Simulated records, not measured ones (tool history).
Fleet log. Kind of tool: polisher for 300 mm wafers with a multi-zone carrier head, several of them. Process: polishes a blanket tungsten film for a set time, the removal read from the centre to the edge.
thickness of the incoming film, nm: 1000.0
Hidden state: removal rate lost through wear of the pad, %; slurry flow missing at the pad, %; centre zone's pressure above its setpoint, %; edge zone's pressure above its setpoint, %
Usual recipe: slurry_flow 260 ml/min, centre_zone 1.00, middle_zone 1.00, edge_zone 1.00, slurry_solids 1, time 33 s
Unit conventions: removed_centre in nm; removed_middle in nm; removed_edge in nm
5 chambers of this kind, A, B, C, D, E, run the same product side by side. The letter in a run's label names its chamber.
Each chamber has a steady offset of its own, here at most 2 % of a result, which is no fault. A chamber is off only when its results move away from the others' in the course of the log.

run   hour  slurry_flow  centre_zone  middle_zone  edge_zone  slurry_solids  time  wafers polished on this pad  hours since the slurry nozzle was cleaned  hours since the centre zone pressure was calibrated  hours since the edge zone pressure was calibrated  removed_centre  removed_middle  removed_edge
 1A   10.4          260         1.00         1.00       1.00              1    33                         1406                                       12.7                                                 29.5                                              394.0          191.58          190.46        189.52
      13.5  -- chamber C: worn pad replaced by a new one
 2C   20.7          260         1.00         1.00       1.00              1    33                           91                                      126.2                                                347.4                                              962.2          194.48          192.23        193.24
      24.8  -- chamber A: worn pad replaced by a new one
      27.1  -- chamber D: worn pad replaced by a new one
 3D   28.2          260         1.00         1.00       1.00              1    33                           14                                      289.1                                                150.6                                              175.5          200.58          190.75        193.30
 4E   32.9          260         1.00         1.00       1.00              1    33                         1058                                      275.8                                                372.8                                              314.5          191.28          192.38        195.25
 5B   42.3          260         1.00         1.00       1.00              1    33                          850                                      376.2                                                853.2                                               80.9          188.01          192.49        194.06
 6D   52.2          260         1.00         1.00       1.00              1    33                          318                                      313.1                                                174.6                                              199.5          194.78          191.80        194.76
 7E   60.7          260         1.00         1.00       1.00              1    33                         1410                                      303.6                                                400.6                                              342.3          192.34          191.49        196.40
 8C   67.3          260         1.00         1.00       1.00              1    33                          680                                      172.8                                                394.0                                             1008.8          190.13          189.53        191.80
 9B   73.7          260         1.00         1.00       1.00              1    33                         1247                                      407.6                                                884.6                                              112.3          193.64          193.12        191.82
      73.8  -- chamber B: worn pad replaced by a new one
      74.9  -- chamber E: worn pad replaced by a new one
      74.9  -- chamber B: centre zone pressure recalibrated
10A   79.2          260         1.00         1.00       1.00              1    33                          688                                       81.5                                                 98.3                                              462.8          190.44          190.43        190.47
      86.7  -- chamber C: worn pad replaced by a new one
11D   87.2          260         1.00         1.00       1.00              1    33                          761                                      348.1                                                209.6                                              234.5          195.78          192.79        195.54
12E   97.4          260         1.00         1.00       1.00              1    33                          285                                      340.3                                                437.3                                              379.0          194.80          191.86        190.71
13C  106.5          260         1.00         1.00       1.00              1    33                          250                                      212.0                                                433.2                                             1048.0          195.71          189.28        194.78
     109.7  -- chamber D: worn pad replaced by a new one
14A  113.7          260         0.95         0.89       1.00              1    33                         1125                                      116.0                                                132.8                                              497.3          179.58          169.62        188.44
     119.0  -- chamber A: edge zone pressure recalibrated
15B  123.4          260         0.95         0.89       1.00              1    33                          627                                      457.3                                                 48.6                                              162.0          182.64          174.26        193.15
16D  131.5          260         0.95         0.89       1.00              1    33                          275                                      392.4                                                253.9                                              278.8          180.75          173.81        192.06
17E  138.7          260         0.95         0.89       1.00              1    33                          808                                      381.6                                                478.6                                              420.3          175.82          169.12        189.38
18A  145.9          260         0.95         0.89       1.00              1    33                         1532                                      148.2                                                165.0                                               26.9          185.42          169.09        193.49
     149.8  -- chamber A: worn pad replaced by a new one
19C  154.3          260         1.00         1.00       1.00              1    33                          855                                      259.8                                                481.0                                             1095.8          184.15          191.54        191.60
     155.6  -- chamber C: centre zone pressure recalibrated
20B  162.6          260         1.09         0.95       1.00              1    33                         1123                                      496.5                                                 87.8                                              201.2          209.89          183.39        195.47
     163.8  -- chamber C: worn pad replaced by a new one
21E  170.8          260         1.09         0.95       1.00              1    33                         1214                                      413.7                                                510.7                                              452.4          204.47          178.23        187.04
     176.4  -- chamber D: edge zone pressure recalibrated
     176.9  -- chamber E: worn pad replaced by a new one
22D  178.7          260         1.09         0.95       1.00              1    33                          873                                      439.6                                                301.1                                                2.3          212.47          181.49        191.47
     183.9  -- chamber B: worn pad replaced by a new one
23C  186.8          260         1.09         0.95       1.00              1    33                          291                                      292.3                                                 31.2                                             1128.3          211.01          181.36        190.09
24A  192.2          260         1.09         0.95       1.00              1    33                          536                                      194.5                                                211.3                                               73.2          214.47          182.64        189.10
25B  197.4          320         1.00         1.00       1.11              1    33                          171                                      531.3                                                122.6                                              236.0          201.04          195.48        210.20
26C  204.8          320         1.00         1.00       1.11              1    33                          519                                      310.3                                                 49.2                                             1146.3          196.34          193.94        201.26
     208.0  -- chamber D: worn pad replaced by a new one
27B  209.8          320         1.00         1.00       1.11              1    33                          328                                      543.7                                                135.0                                              248.4          200.81          196.31        206.67
28E  215.2          320         1.00         1.00       1.11              1    33                          484                                      458.1                                                555.1                                              496.8          185.52          187.29        202.84
29A  224.0          320         1.00         1.00       1.11              1    33                          939                                      226.3                                                243.1                                              105.0          201.16          192.48        205.49
30D  229.8          260         1.00         1.00       1.00              1    33                          276                                      490.7                                                352.2                                               53.4          198.41          192.11        189.92
     231.5  -- chamber E: edge zone pressure recalibrated
31A  235.6          260         1.00         1.00       1.00              1    33                         1085                                      237.9                                                254.7                                              116.6          193.05          189.09        192.43
32B  244.0          260         1.00         1.00       1.00              1    33                          761                                      577.9                                                169.2                                              282.6          191.39          193.93        193.88
33E  253.8          260         1.00         0.89       1.00              1    41                          973                                      496.7                                                593.7                                               22.4          220.93          198.73        226.67

Next, every chamber runs the same settings. What will each give?
34A  261.5          260         1.00         1.00       1.00              1    33                                                                                                                                                                                               ?               ?             ?
34B  261.5          260         1.00         1.00       1.00              1    33                                                                                                                                                                                               ?               ?             ?
34C  261.5          260         1.00         1.00       1.00              1    33                                                                                                                                                                                               ?               ?             ?
34D  261.5          260         1.00         1.00       1.00              1    33                                                                                                                                                                                               ?               ?             ?
34E  261.5          260         1.00         1.00       1.00              1    33                                                                                                                                                                                               ?               ?             ?

run  removed_centre  removed_middle  removed_edge
34A          191.88          190.88        193.57
34B          189.55          193.65        194.17
34C          187.49          186.60        189.93
34D          199.52          189.68        187.88
34E          170.96          178.63        183.09

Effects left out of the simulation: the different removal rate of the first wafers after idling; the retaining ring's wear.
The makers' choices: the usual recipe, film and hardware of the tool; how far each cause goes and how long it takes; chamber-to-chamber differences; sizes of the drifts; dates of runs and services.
